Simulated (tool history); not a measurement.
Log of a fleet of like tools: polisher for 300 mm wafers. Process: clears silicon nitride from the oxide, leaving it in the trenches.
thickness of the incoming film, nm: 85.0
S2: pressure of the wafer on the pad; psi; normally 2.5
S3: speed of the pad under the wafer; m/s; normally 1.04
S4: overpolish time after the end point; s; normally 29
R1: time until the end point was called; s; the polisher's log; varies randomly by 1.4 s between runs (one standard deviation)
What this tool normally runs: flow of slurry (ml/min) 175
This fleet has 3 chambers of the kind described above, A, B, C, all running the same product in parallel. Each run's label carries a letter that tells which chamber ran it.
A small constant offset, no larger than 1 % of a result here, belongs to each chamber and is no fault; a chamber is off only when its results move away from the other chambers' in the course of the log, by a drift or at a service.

{"run": "1A", "hour": 11.8, "flow of slurry (ml/min)": 175, "S2": 2.5, "S3": 1.04, "S4": 29, "R1": 106.07}
{"hour": 18.0, "done": "chamber C: slurry nozzle cleaned"}
{"run": "2B", "hour": 23.3, "flow of slurry (ml/min)": 175, "S2": 2.5, "S3": 1.04, "S4": 29, "R1": 106.71}
{"run": "3C", "hour": 32.0, "flow of slurry (ml/min)": 175, "S2": 2.5, "S3": 1.04, "S4": 29, "R1": 106.71}
{"run": "4A", "hour": 38.8, "flow of slurry (ml/min)": 175, "S2": 2.5, "S3": 1.04, "S4": 29, "R1": 107.6}
{"run": "5C", "hour": 45.6, "flow of slurry (ml/min)": 175, "S2": 2.5, "S3": 1.04, "S4": 29, "R1": 106.73}
{"run": "6B", "hour": 56.2, "flow of slurry (ml/min)": 175, "S2": 2.5, "S3": 1.04, "S4": 29, "R1": 105.58}
{"run": "7C", "hour": 64.4, "flow of slurry (ml/min)": 175, "S2": 2.5, "S3": 1.04, "S4": 29, "R1": 106.14}
{"run": "8B", "hour": 76.1, "flow of slurry (ml/min)": 175, "S2": 2.5, "S3": 1.04, "S4": 29, "R1": 107.72}
{"run": "9A", "hour": 84.1, "flow of slurry (ml/min)": 175, "S2": 2.5, "S3": 1.04, "S4": 29, "R1": 104.82}
{"run": "10A", "hour": 89.9, "flow of slurry (ml/min)": 175, "S2": 2.5, "S3": 1.04, "S4": 29, "R1": 105.77}
{"run": "11B", "hour": 101.0, "flow of slurry (ml/min)": 175, "S2": 2.5, "S3": 1.04, "S4": 29, "R1": 106.41}
{"run": "12C", "hour": 111.0, "flow of slurry (ml/min)": 175, "S2": 2.5, "S3": 0.88, "S4": 29, "R1": 128.35}
{"run": "13C", "hour": 120.3, "flow of slurry (ml/min)": 175, "S2": 2.5, "S3": 0.88, "S4": 29, "R1": 130.34}
{"run": "14B", "hour": 130.3, "flow of slurry (ml/min)": 175, "S2": 2.5, "S3": 0.88, "S4": 29, "R1": 129.05}
{"run": "15A", "hour": 137.6, "flow of slurry (ml/min)": 175, "S2": 2.5, "S3": 1.04, "S4": 17, "R1": 108.03}
{"run": "16C", "hour": 147.1, "flow of slurry (ml/min)": 175, "S2": 2.5, "S3": 1.04, "S4": 17, "R1": 110.5}
{"run": "17A", "hour": 156.5, "flow of slurry (ml/min)": 175, "S2": 2.5, "S3": 1.04, "S4": 17, "R1": 107.03}
{"hour": 165.4, "done": "chamber B: worn pad replaced by a new one"}
{"run": "18B", "hour": 167.4, "flow of slurry (ml/min)": 175, "S2": 2.5, "S3": 1.04, "S4": 29, "R1": 105.89}
{"run": "19B", "hour": 179.4, "flow of slurry (ml/min)": 175, "S2": 2.5, "S3": 1.04, "S4": 29, "R1": 105.58}
{"run": "20C", "hour": 188.9, "flow of slurry (ml/min)": 175, "S2": 2.5, "S3": 1.04, "S4": 29, "R1": 111.24}
{"run": "21A", "hour": 197.4, "flow of slurry (ml/min)": 175, "S2": 2.5, "S3": 1.04, "S4": 29, "R1": 108.92}
{"run": "22A", "hour": 206.5, "flow of slurry (ml/min)": 175, "S2": 2.5, "S3": 1.04, "S4": 29, "R1": 106.57}
{"hour": 214.0, "done": "chamber B: slurry nozzle cleaned"}
{"run": "23C", "hour": 215.9, "flow of slurry (ml/min)": 175, "S2": 2.5, "S3": 1.04, "S4": 29, "R1": 114.34}
{"run": "24B", "hour": 224.8, "flow of slurry (ml/min)": 175, "S2": 2.5, "S3": 1.04, "S4": 29, "R1": 104.36}
{"run": "25B", "hour": 234.8, "flow of slurry (ml/min)": 175, "S2": 2.5, "S3": 1.04, "S4": 29, "R1": 105.84}

Is one chamber out of step, is the gauge drifting, or do the chambers differ by no more than their own small offsets? For an off chamber, give its letter and the likeliest cause.

Chamber C drifts away from the others.
What lies behind it: removal rate lost through wear of the pad, % = 7.77.
The log may not separate it from: slurry flow missing at the pad, %; head's pressure below its setpoint, %.

Which of the 4 candidates below, each the usual settings with something changed and its results left as question marks, puts chamber C back in line with what the other chambers give on the usual settings?
Maximum distance from the other chambers' mean on the usual settings for a result to count as in line: R1 4.80 s
{"run": "26C-1", "hour": 243.4, "flow of slurry (ml/min)": 175, "S2": 2.5, "S3": 1.12, "S4": 29, "R1": "?"}
{"run": "26C-2", "hour": 243.4, "flow of slurry (ml/min)": 115, "S2": 2.5, "S3": 1.04, "S4": 29, "R1": "?"}
{"run": "26C-3", "hour": 243.4, "flow of slurry (ml/min)": 175, "S2": 2.5, "S3": 0.88, "S4": 29, "R1": "?"}
{"run": "26C-4", "hour": 243.4, "flow of slurry (ml/min)": 175, "S2": 2.7, "S3": 1.12, "S4": 29, "R1": "?"}

On the usual settings, the other chambers give on average: R1 106.93 s
run=26C-1 R1=108.06
run=26C-2 R1=125.99
run=26C-3 R1=137.69
run=26C-4 R1=99.96
26C-1 is the one that brings the chamber's results back in line with the other chambers.

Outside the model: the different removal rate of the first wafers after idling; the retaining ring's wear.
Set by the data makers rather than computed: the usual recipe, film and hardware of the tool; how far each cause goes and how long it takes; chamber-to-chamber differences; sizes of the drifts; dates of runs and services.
